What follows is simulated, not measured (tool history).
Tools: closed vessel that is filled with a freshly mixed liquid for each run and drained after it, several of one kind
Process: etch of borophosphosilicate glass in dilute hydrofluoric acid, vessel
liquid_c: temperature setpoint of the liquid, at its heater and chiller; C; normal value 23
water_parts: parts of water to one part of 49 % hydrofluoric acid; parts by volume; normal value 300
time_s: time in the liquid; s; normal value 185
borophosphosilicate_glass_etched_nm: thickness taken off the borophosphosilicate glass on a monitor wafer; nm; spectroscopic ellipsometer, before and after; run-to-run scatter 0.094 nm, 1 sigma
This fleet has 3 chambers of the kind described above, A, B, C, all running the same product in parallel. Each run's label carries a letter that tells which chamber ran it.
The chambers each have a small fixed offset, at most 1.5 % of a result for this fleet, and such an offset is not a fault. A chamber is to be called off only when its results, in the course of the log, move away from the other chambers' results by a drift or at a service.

| run | hour | liquid_c | water_parts | time_s | hours since the thermometer was replaced | hours since the hydrofluoric acid flow meter was replaced | read-back film thickness of the borophosphosilicate glass reference wafer, read on the same gauge (nm) | borophosphosilicate_glass_etched_nm |
|---|---|---|---|---|---|---|---|---|
| 1B | 2.2 | 23 | 300 | 185 | 2051.4 | 145.7 | 139.99 | 17.202 |
| 2A | 5 | 23 | 300 | 185 | 716.5 | 38.9 | 139.98 | 17.12 |
| 3C | 6.9 | 23 | 300 | 185 | 305 | 944.5 | 139.99 | 17.18 |
| 4A | 8.8 | 23 | 300 | 185 | 720.3 | 42.7 | 140 | 17.182 |
| 5C | 12.3 | 23 | 300 | 185 | 310.4 | 949.9 | 140 | 17.269 |
| 6B | 14.4 | 23 | 300 | 185 | 2063.6 | 157.9 | 139.98 | 17.243 |
| 7B | 17.3 | 25 | 300 | 95 | 2066.5 | 160.8 | 140.01 | 9.4808 |
| 8C | 21.1 | 25 | 300 | 95 | 319.2 | 958.7 | 139.98 | 9.4826 |
| 9A | 23.4 | 25 | 300 | 95 | 734.9 | 57.3 | 140.02 | 9.5124 |
| 10A | 26.9 | 23 | 300 | 185 | 738.4 | 60.8 | 140.03 | 17.088 |
| 11C | 30 | 23 | 300 | 185 | 328.1 | 967.6 | 140.01 | 17.325 |
| 12B | 31.9 | 23 | 300 | 185 | 2081.1 | 175.4 | 140.01 | 17.132 |
| 13A | 34.4 | 23 | 300 | 185 | 745.9 | 68.3 | 140.01 | 17.103 |
| 14B | 36.9 | 23 | 300 | 185 | 2086.1 | 180.4 | 140 | 17.339 |
| 15C | 39.8 | 23 | 300 | 85 | 337.9 | 977.4 | 140 | 7.9039 |
| 16C | 43.1 | 23 | 300 | 85 | 341.2 | 980.7 | 140 | 7.9559 |
| 17A | 46.2 | 23 | 300 | 85 | 757.7 | 80.1 | 139.98 | 7.9492 |
| 18B | 49.7 | 23 | 300 | 185 | 2098.9 | 193.2 | 140.02 | 17.273 |
| 19B | 53 | 23 | 300 | 185 | 2102.2 | 196.5 | 140.01 | 17.254 |
| 20A | 57.2 | 23 | 300 | 185 | 768.7 | 91.1 | 139.99 | 17.522 |
| 21C | 59.1 | 23 | 300 | 185 | 357.2 | 996.7 | 140.04 | 17.221 |
| 22C | 61.1 | 23 | 300 | 185 | 359.2 | 998.7 | 140 | 17.07 |
| 23A | 64 | 23 | 300 | 185 | 775.5 | 97.9 | 140.01 | 17.614 |
| 24B | 66.5 | 23 | 300 | 185 | 2115.7 | 210 | 139.99 | 17.194 |
| 25B | 70.4 | 23 | 300 | 185 | 2119.6 | 213.9 | 139.99 | 17.287 |
| 26C | 73.5 | 23 | 300 | 185 | 371.6 | 1011.1 | 140.02 | 17.113 |
| 27A | 75.7 | 23 | 300 | 185 | 787.2 | 109.6 | 140.01 | 17.891 |
| 28A | 79.9 | 23 | 300 | 185 | 791.4 | 113.8 | 139.98 | 17.845 |
| 29B | 82.4 | 23 | 175 | 255 | 2131.6 | 225.9 | 139.97 | 46.052 |
| 30C | 86.4 | 23 | 175 | 255 | 384.5 | 1024 | 139.98 | 46.676 |
| 31B | 90.5 | 23 | 175 | 255 | 2139.7 | 234 | 140.01 | 46.635 |
| 32A | 93.8 | 23 | 300 | 185 | 805.3 | 127.7 | 139.99 | 18.08 |
| 33C | 97.1 | 23 | 300 | 185 | 395.2 | 1034.7 | 139.99 | 17.16 |

Decide between three cases: one chamber stands off from its peers, the gauge reading all wafers drifts, or nothing is wrong past each chamber's small offset. Where a chamber is off, say which and what most likely put it there.

It is chamber A that slowly wanders off from its peers.
Cause: liquid hotter than its thermometer reads (K) = 1.85.
It could be hard to tell apart here from: hydrofluoric acid flow above the setpoint (%).

Here are 4 candidates for chamber A's next run, each the usual settings with a change, their results left as question marks. Which one brings its results back in line with what the others give on the usual settings?
In line means no further than this from the other chambers' mean on the usual settings: borophosphosilicate_glass_etched_nm 0.33 nm
| 34A-1 | 100.3 | 23 | 295 | 185 |  |  |  | ? |
| 34A-2 | 100.3 | 23 | 305 | 185 |  |  |  | ? |
| 34A-3 | 100.3 | 23 | 295 | 190 |  |  |  | ? |
| 34A-4 | 100.3 | 21.5 | 300 | 185 |  |  |  | ? |

Other chambers, usual settings, mean: borophosphosilicate_glass_etched_nm 17.236 nm
| run | borophosphosilicate_glass_etched_nm |
|---|---|
| 34A-1 | 18.548 |
| 34A-2 | 17.768 |
| 34A-3 | 19.049 |
| 34A-4 | 17.231 |
34A-4 is the one that brings the chamber's results back in line with the other chambers.
